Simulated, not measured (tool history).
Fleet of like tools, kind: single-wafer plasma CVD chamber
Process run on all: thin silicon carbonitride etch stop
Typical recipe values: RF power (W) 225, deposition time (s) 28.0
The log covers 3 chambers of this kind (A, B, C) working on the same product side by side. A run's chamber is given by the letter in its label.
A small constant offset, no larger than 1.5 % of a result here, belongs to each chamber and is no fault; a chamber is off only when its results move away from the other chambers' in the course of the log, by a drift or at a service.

| run | hour | RF power (W) | deposition time (s) | read-back reference wafer on the same gauge, thickness_nm | mean film thickness on the monitor wafer (angstrom) |
|---|---|---|---|---|---|
| 1B | 4.6 | 225 | 28.0 | 15.200 | 163.12 |
| 2A | 9.3 | 225 | 28.0 | 15.205 | 163.18 |
| 3C | 12.5 | 225 | 28.0 | 15.206 | 166.50 |
| 4B | 17.3 | 225 | 28.0 | 15.213 | 163.25 |
| 5C | 20.6 | 225 | 28.0 | 15.213 | 166.08 |
| 6A | 24.9 | 180 | 25.3 | 15.215 | 137.77 |
|  | 25.4 | chamber C: RF generator calibrated |
| 7A | 27.2 | 180 | 25.3 | 15.217 | 137.85 |
| 8C | 29.9 | 180 | 25.3 | 15.215 | 140.92 |
| 9B | 34.4 | 225 | 28.0 | 15.220 | 163.02 |
| 10C | 38.7 | 225 | 28.0 | 15.220 | 166.49 |
| 11A | 42.0 | 225 | 28.0 | 15.218 | 163.32 |
| 12B | 46.0 | 225 | 28.0 | 15.224 | 162.79 |
| 13B | 49.5 | 240 | 28.0 | 15.226 | 166.55 |
| 14C | 54.5 | 240 | 28.0 | 15.232 | 170.02 |
| 15A | 57.1 | 240 | 28.0 | 15.230 | 166.89 |
| 16A | 60.5 | 225 | 28.0 | 15.231 | 163.42 |
| 17B | 62.9 | 225 | 28.0 | 15.233 | 163.38 |
| 18C | 66.1 | 225 | 28.0 | 15.233 | 166.65 |
| 19B | 70.0 | 225 | 28.0 | 15.236 | 163.23 |
| 20C | 74.8 | 225 | 28.0 | 15.240 | 166.83 |
| 21A | 77.8 | 225 | 28.0 | 15.246 | 163.71 |
| 22B | 81.6 | 225 | 28.0 | 15.244 | 163.26 |
| 23C | 86.4 | 225 | 28.0 | 15.246 | 166.84 |
| 24A | 89.9 | 195 | 31.1 | 15.251 | 173.78 |
| 25B | 92.3 | 195 | 31.1 | 15.251 | 173.86 |
| 26C | 96.8 | 195 | 31.1 | 15.252 | 178.13 |
| 27A | 100.3 | 225 | 30.0 | 15.258 | 175.26 |
| 28B | 103.9 | 225 | 30.0 | 15.255 | 175.48 |
| 29C | 108.0 | 225 | 30.0 | 15.257 | 178.68 |
| 30A | 112.1 | 225 | 28.0 | 15.259 | 163.57 |

Decide between three cases: one chamber stands off from its peers, the gauge reading all wafers drifts, or nothing is wrong past each chamber's small offset. Where a chamber is off, say which and what most likely put it there.

It is the gauge, not a chamber: its drift shows up in every chamber's results at once, and no chamber is off.
What lies behind it: gauge reads high (%) = 0.417.
